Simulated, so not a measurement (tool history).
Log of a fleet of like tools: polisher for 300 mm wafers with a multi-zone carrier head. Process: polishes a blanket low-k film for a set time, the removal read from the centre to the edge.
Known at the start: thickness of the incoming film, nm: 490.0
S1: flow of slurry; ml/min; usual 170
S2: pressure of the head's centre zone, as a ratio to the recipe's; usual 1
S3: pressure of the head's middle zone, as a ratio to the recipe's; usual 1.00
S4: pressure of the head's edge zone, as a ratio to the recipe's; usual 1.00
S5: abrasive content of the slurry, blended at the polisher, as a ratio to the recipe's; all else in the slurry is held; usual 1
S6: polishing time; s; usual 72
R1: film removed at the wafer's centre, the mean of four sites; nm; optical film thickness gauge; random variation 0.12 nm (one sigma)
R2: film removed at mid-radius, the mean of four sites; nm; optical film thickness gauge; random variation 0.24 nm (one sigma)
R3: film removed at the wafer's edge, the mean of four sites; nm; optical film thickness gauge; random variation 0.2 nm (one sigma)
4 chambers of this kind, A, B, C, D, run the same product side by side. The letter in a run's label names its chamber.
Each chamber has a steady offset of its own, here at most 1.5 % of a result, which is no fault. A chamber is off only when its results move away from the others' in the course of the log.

run,day,S1,S2,S3,S4,S5,S6,R1,R2,R3
1D,0.279,170,1,1.00,1.00,1,72,19.008,18.784,19.247
2A,0.479,170,1,1.00,1.00,1,72,18.720,19.261,19.354
# day 0.625: chamber D: worn pad replaced by a new one
3B,0.829,170,1,1.00,1.00,1,72,19.044,19.250,19.141
# day 1.012: chamber B: worn pad replaced by a new one
4C,1.054,170,1,1.00,1.00,1,72,18.621,19.349,18.929
5D,1.262,170,1,1.00,1.00,1,72,19.248,18.721,19.175
6B,1.625,170,1,1.00,1.00,1,72,18.843,18.668,19.128
7A,1.967,170,1,1.00,1.00,1,72,18.876,19.132,19.104
# day 2.138: chamber C: worn pad replaced by a new one
8C,2.292,170,1,1.00,1.00,1,72,18.874,19.083,18.881
9D,2.571,170,1,1.00,1.00,1,72,18.945,18.999,19.350
# day 2.658: chamber A: worn pad replaced by a new one
10A,2.871,170,1,1.00,1.00,1,72,19.067,19.379,18.832
11B,3.171,170,1,1.00,1.09,1,53,14.101,13.859,14.506
12C,3.446,170,1,1.00,1.09,1,53,13.707,13.880,14.989
# day 3.542: chamber B: worn pad replaced by a new one
# day 3.746: chamber C: centre zone pressure recalibrated
13D,3.758,170,1,1.00,1.09,1,53,13.955,13.682,14.873
14B,4.133,170,1,1.00,1.09,1,53,13.896,13.740,14.702
15A,4.475,170,1,1.00,1.00,1,72,19.101,18.794,19.129
# day 4.633: chamber C: worn pad replaced by a new one
16C,4.662,170,1,1.00,1.00,1,72,18.931,18.522,19.055
# day 4.746: chamber C: edge zone pressure recalibrated
# day 4.762: chamber D: worn pad replaced by a new one
17B,4.967,170,1,1.00,1.00,1,72,19.172,19.379,18.943
# day 5.004: chamber A: worn pad replaced by a new one
# day 5.121: chamber A: edge zone pressure recalibrated
18D,5.150,170,1,1.00,1.00,1,72,19.184,18.935,18.684
# day 5.242: chamber B: slurry nozzle cleaned
19A,5.362,170,1,1.00,1.00,1,72,18.960,19.269,18.886
20C,5.625,170,1,1.00,1.00,1,72,18.666,19.097,19.246
# day 5.950: chamber B: worn pad replaced by a new one
21D,6.004,170,1,1.00,1.00,1,72,19.024,18.807,19.234
22A,6.250,170,1,1.00,1.00,1,72,18.823,19.355,19.019
23B,6.567,170,1,1.11,1.00,1,72,18.868,20.700,18.938
# day 6.750: chamber A: slurry nozzle cleaned
# day 6.838: chamber C: worn pad replaced by a new one
24C,6.900,170,1,1.11,1.00,1,72,18.837,20.816,18.822
# day 6.912: chamber D: centre zone pressure recalibrated
25B,7.100,170,1,1.11,1.00,1,72,18.956,20.946,19.102
# day 7.400: chamber A: worn pad replaced by a new one
26D,7.467,170,1,1.11,1.00,1,72,18.932,20.652,18.991
27C,7.742,170,1,1.00,1.00,1,72,18.891,19.029,18.948
28A,8.075,210,1,1.00,1.00,1,72,19.496,19.844,19.446
# day 8.204: chamber D: worn pad replaced by a new one
29D,8.450,210,1,1.00,1.00,1,72,19.824,19.473,19.686
30C,8.725,210,1,1.00,1.00,1,72,19.368,19.580,18.974
# day 8.771: chamber B: worn pad replaced by a new one
# day 8.904: chamber D: slurry nozzle cleaned
31A,9.008,210,1,1.00,1.00,1,72,19.536,19.745,19.436
# day 9.200: chamber C: worn pad replaced by a new one
32B,9.296,170,1,1.00,1.00,1,72,19.052,19.108,18.771
33C,9.525,170,1,1.00,1.00,1,72,18.653,19.026,19.089
34B,9.738,170,1,1.00,1.00,1,72,18.987,19.047,19.067
# day 9.904: chamber A: worn pad replaced by a new one
35A,10.133,170,1,1.00,1.00,1,72,19.157,19.049,19.284
36D,10.367,170,1,1.00,1.00,1,72,18.818,18.885,18.960
37A,10.562,170,1,1.00,1.00,1,72,18.839,19.274,18.940
38D,10.962,170,1,1.00,1.00,1,72,19.056,19.280,18.688
# day 11.054: chamber B: worn pad replaced by a new one
39C,11.150,170,1,1.00,1.00,1,72,18.732,19.122,18.918
40B,11.496,170,1,1.00,1.00,1,72,18.828,19.131,19.200
# day 11.600: chamber C: worn pad replaced by a new one
41A,11.892,170,1,1.00,1.00,1,72,18.912,19.644,18.958
42C,12.171,170,1,1.00,1.00,1,72,18.754,19.085,19.098
43B,12.388,170,1,1.00,1.00,1,72,19.081,18.655,18.903
# day 12.600: chamber D: worn pad replaced by a new one
44D,12.717,170,1,1.00,1.00,1,72,19.295,19.208,19.260

Next, every chamber runs the same settings. What will each give?
45A,13.004,170,1,1.00,1.00,1,72,?,?,?
45B,13.004,170,1,1.00,1.00,1,72,?,?,?
45C,13.004,170,1,1.00,1.00,1,72,?,?,?
45D,13.004,170,1,1.00,1.00,1,72,?,?,?

run,R1,R2,R3
45A,19.028,19.436,18.847
45B,18.695,19.004,18.913
45C,18.786,19.046,19.062
45D,18.943,18.630,19.207
